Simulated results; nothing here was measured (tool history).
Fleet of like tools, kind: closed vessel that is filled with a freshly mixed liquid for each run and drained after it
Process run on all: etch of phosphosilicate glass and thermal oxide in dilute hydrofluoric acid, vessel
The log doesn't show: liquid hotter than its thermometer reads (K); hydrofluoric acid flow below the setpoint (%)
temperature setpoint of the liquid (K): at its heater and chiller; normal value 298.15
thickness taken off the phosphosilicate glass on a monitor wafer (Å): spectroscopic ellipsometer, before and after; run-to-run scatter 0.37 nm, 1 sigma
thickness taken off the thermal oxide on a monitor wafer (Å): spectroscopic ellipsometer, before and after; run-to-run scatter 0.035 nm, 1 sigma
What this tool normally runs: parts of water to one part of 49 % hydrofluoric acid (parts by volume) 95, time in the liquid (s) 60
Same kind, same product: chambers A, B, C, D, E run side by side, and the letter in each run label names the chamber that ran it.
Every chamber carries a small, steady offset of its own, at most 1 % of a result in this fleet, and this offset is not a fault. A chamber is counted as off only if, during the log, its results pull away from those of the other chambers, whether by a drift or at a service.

| run | hour | temperature setpoint of the liquid (K) | parts of water to one part of 49 % hydrofluoric acid (parts by volume) | time in the liquid (s) | hours since the thermometer was replaced | hours since the hydrofluoric acid flow meter was replaced | read-back film thickness of the phosphosilicate glass reference wafer, read on the same gauge (nm) | read-back film thickness of the thermal oxide reference wafer, read on the same gauge (nm) | thickness taken off the phosphosilicate glass on a monitor wafer (Å) | thickness taken off the thermal oxide on a monitor wafer (Å) |
|---|---|---|---|---|---|---|---|---|---|---|
| 1B | 5.7 | 298.15 | 95 | 60 | 231.2 | 942.7 | 49.995 | 80.001 | 546.59 | 31.907 |
| 2A | 9.4 | 298.15 | 95 | 60 | 2337.7 | 262 | 49.99 | 80.007 | 540.06 | 31.886 |
| 3D | 14.6 | 298.15 | 95 | 60 | 2649.6 | 1085.2 | 49.991 | 79.997 | 535.84 | 31.708 |
| 4E | 18 | 298.15 | 95 | 60 | 336.3 | 403.1 | 49.988 | 80 | 535.36 | 31.673 |
| 5C | 21.5 | 298.15 | 95 | 40 | 462.7 | 1532.4 | 49.993 | 80.012 | 358.11 | 20.682 |
| 6B | 24.7 | 298.15 | 95 | 40 | 250.2 | 961.7 | 50.029 | 79.997 | 359.34 | 21.091 |
| 7D | 31.1 | 298.15 | 95 | 40 | 2666.1 | 1101.7 | 50.004 | 80.004 | 359.01 | 21.13 |
| 8E | 37.1 | 298.15 | 95 | 40 | 355.4 | 422.2 | 50.004 | 79.991 | 362.63 | 21.407 |
| 9A | 42.2 | 298.15 | 95 | 40 | 2370.5 | 294.8 | 50.006 | 80.01 | 364.67 | 21.228 |
| 10C | 48.6 | 298.15 | 95 | 60 | 489.8 | 1559.5 | 50.015 | 79.989 | 538.19 | 31.509 |
| 11D | 55.1 | 300.65 | 95 | 60 | 2690.1 | 1125.7 | 49.986 | 79.999 | 595.58 | 35.024 |
| 12B | 59.2 | 300.65 | 95 | 60 | 284.7 | 996.2 | 50.004 | 80.003 | 596.69 | 34.699 |
| 13C | 64.2 | 300.65 | 95 | 60 | 505.4 | 1575.1 | 50.003 | 79.992 | 586.17 | 34.951 |
| 14A | 68.6 | 300.65 | 95 | 60 | 2396.9 | 321.2 | 49.992 | 80.027 | 589.22 | 35.173 |
| 15E | 75 | 300.65 | 95 | 60 | 393.3 | 460.1 | 49.993 | 79.992 | 601.48 | 34.75 |
| 16A | 80.3 | 298.15 | 95 | 60 | 2408.6 | 332.9 | 50.013 | 80.032 | 537.83 | 31.323 |
| 17B | 84.5 | 298.15 | 95 | 60 | 310 | 1021.5 | 50.011 | 80.003 | 537.43 | 31.971 |
| 18E | 87.9 | 298.15 | 95 | 60 | 406.2 | 473 | 49.993 | 79.978 | 541.42 | 31.33 |
| 19C | 92.5 | 298.15 | 95 | 60 | 533.7 | 1603.4 | 49.998 | 80.007 | 534.58 | 31.517 |
| 20D | 97.4 | 298.15 | 95 | 60 | 2732.4 | 1168 | 50.02 | 79.995 | 536.21 | 31.706 |
| 21B | 103.3 | 298.15 | 125 | 30 | 328.8 | 1040.3 | 49.999 | 80.004 | 197.54 | 11.761 |
| 22D | 109.2 | 298.15 | 125 | 30 | 2744.2 | 1179.8 | 50.014 | 80.006 | 196.83 | 11.552 |
| 23C | 113.5 | 298.15 | 125 | 30 | 554.7 | 1624.4 | 49.996 | 79.995 | 193.61 | 11.663 |
| 24E | 118.6 | 298.15 | 125 | 30 | 436.9 | 503.7 | 50.007 | 79.993 | 199.84 | 11.662 |
| 25A | 124.9 | 298.15 | 125 | 30 | 2453.2 | 377.5 | 50.025 | 80.008 | 199.18 | 11.725 |
| 26D | 129.4 | 298.15 | 95 | 60 | 2764.4 | 1200 | 50.013 | 79.992 | 535.54 | 31.683 |
| 27C | 132.9 | 298.15 | 95 | 60 | 574.1 | 1643.8 | 50.002 | 79.972 | 530.75 | 31.778 |
| 28A | 139.3 | 298.15 | 95 | 60 | 2467.6 | 391.9 | 49.991 | 79.988 | 538.89 | 31.34 |
| 29B | 146 | 298.15 | 95 | 80 | 371.5 | 1083 | 50.011 | 80.003 | 722.67 | 41.71 |
| 30E | 152.8 | 298.15 | 95 | 80 | 471.1 | 537.9 | 49.98 | 80.002 | 719.16 | 42.246 |
| 31A | 155.7 | 298.15 | 95 | 80 | 2484 | 408.3 | 50.001 | 80.036 | 715.23 | 42.416 |
| 32D | 158.7 | 298.15 | 95 | 80 | 2793.7 | 1229.3 | 50.016 | 79.994 | 710.28 | 41.9 |
| 33B | 161.6 | 298.15 | 95 | 80 | 387.1 | 1098.6 | 49.991 | 80.011 | 717.06 | 42.565 |
| 34E | 167.2 | 298.15 | 95 | 60 | 485.5 | 552.3 | 50.005 | 79.986 | 540.91 | 31.419 |
| 35C | 173.9 | 298.15 | 95 | 60 | 615.1 | 1684.8 | 50.014 | 80.035 | 539.54 | 31.55 |
| 36D | 179 | 298.15 | 95 | 60 | 2814 | 1249.6 | 49.982 | 80.016 | 533.42 | 31.974 |
| 37C | 183.5 | 298.15 | 95 | 60 | 624.7 | 1694.4 | 50.005 | 80.008 | 534 | 31.433 |
| 38A | 190.2 | 295.15 | 95 | 80 | 2518.5 | 442.8 | 49.994 | 79.988 | 639.42 | 37.465 |

Next, all 5 chambers run the settings below, one line each with question marks for the results. What does each chamber give?
| 39A | 195 | 298.15 | 95 | 60 |  |  |  |  | ? | ? |
| 39B | 195 | 298.15 | 95 | 60 |  |  |  |  | ? | ? |
| 39C | 195 | 298.15 | 95 | 60 |  |  |  |  | ? | ? |
| 39D | 195 | 298.15 | 95 | 60 |  |  |  |  | ? | ? |
| 39E | 195 | 298.15 | 95 | 60 |  |  |  |  | ? | ? |

| run | thickness taken off the phosphosilicate glass on a monitor wafer (Å) | thickness taken off the thermal oxide on a monitor wafer (Å) |
|---|---|---|
| 39A | 536.6 | 31.369 |
| 39B | 545.96 | 31.553 |
| 39C | 537.77 | 31.145 |
| 39D | 536.78 | 31.809 |
| 39E | 539.09 | 31.256 |
